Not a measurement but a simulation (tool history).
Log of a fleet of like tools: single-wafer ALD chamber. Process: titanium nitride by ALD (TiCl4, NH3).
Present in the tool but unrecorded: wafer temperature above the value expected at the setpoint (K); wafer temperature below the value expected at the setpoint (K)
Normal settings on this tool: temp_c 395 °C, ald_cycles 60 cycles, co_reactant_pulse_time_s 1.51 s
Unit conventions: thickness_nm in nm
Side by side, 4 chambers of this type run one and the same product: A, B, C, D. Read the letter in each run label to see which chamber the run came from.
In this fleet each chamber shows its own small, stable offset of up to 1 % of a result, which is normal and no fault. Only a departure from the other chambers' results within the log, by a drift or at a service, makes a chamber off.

run,hour,temp_c,ald_cycles,co_reactant_pulse_time_s,hours since the last thermocouple change,"read-back reference wafer on the same gauge, thickness_nm",thickness_nm
1D,11.9,395,60,1.51,855.9,1.3297,1.2894
2C,19.9,395,60,1.51,795.1,1.3296,1.3073
3B,31.8,395,60,1.51,1005,1.3292,1.3054
4A,39.5,395,60,1.51,755.5,1.3294,1.2973
5B,51,395,60,1.51,1024.2,1.3291,1.3038
6A,59.1,395,60,1.51,775.1,1.3291,1.2926
7D,69.1,395,60,1.51,913.1,1.3285,1.2901
8C,77.2,395,60,1.51,852.4,1.3286,1.3052
9C,87.3,395,60,1.51,862.5,1.3287,1.3042
10B,96,395,55,1,1069.2,1.3286,1.1684
11A,107.1,395,55,1,823.1,1.3281,1.1578
12D,120.4,395,55,1,964.4,1.3281,1.1557
13B,134,395,55,1,1107.2,1.3281,1.1649
14D,148.3,395,60,1.51,992.3,1.3274,1.2922
15C,157.7,395,60,1.51,932.9,1.3271,1.3037
16A,169.7,395,60,1.51,885.7,1.3272,1.2903
17A,178.1,395,60,1.51,894.1,1.3266,1.2919
18B,191.6,395,60,1.51,1164.8,1.3268,1.3022
19D,201.3,395,60,1.51,1045.3,1.3266,1.2896
# hour 210.8: chamber C: thermocouple changed; heater temperature recalibrated
20C,211.9,395,60,1.51,1.1,1.3265,1.3015
21C,224.7,395,60,1.98,13.9,1.3261,1.3213
22A,233.2,395,60,1.98,949.2,1.3261,1.3085
23B,240.7,395,60,1.98,1213.9,1.3258,1.3153
24D,250,395,60,1.98,1094,1.3257,1.307
25B,260.9,395,60,1.51,1234.1,1.3256,1.2979
26C,271.5,395,60,1.51,60.7,1.3254,1.3038
27D,283.9,395,60,1.51,1127.9,1.3251,1.2879
28A,297.3,389,60,1.75,1013.3,1.3248,1.2941
29A,308,389,60,1.75,1024,1.3247,1.296
30C,321.9,389,60,1.75,111.1,1.3244,1.3
31D,330.6,389,60,1.75,1174.6,1.3243,1.2875
32B,344.9,406,64,1.51,1318.1,1.3245,1.3932
33D,358.5,406,64,1.51,1202.5,1.3232,1.3863
34B,371.2,406,64,1.51,1344.4,1.324,1.3965
35A,379.8,406,64,1.51,1095.8,1.3235,1.3881
36C,391.6,395,60,1.51,180.8,1.3229,1.3009
37B,401.5,386,60,1.85,1374.7,1.3233,1.2962

Is one chamber off against the others, does the gauge drift, or is nothing wrong? If a chamber is off, say which, and what the likeliest cause is.

The gauge drifts, so all chambers seem to drift together. No chamber is off.
What lies behind it: gauge reads low (%) = 0.537.
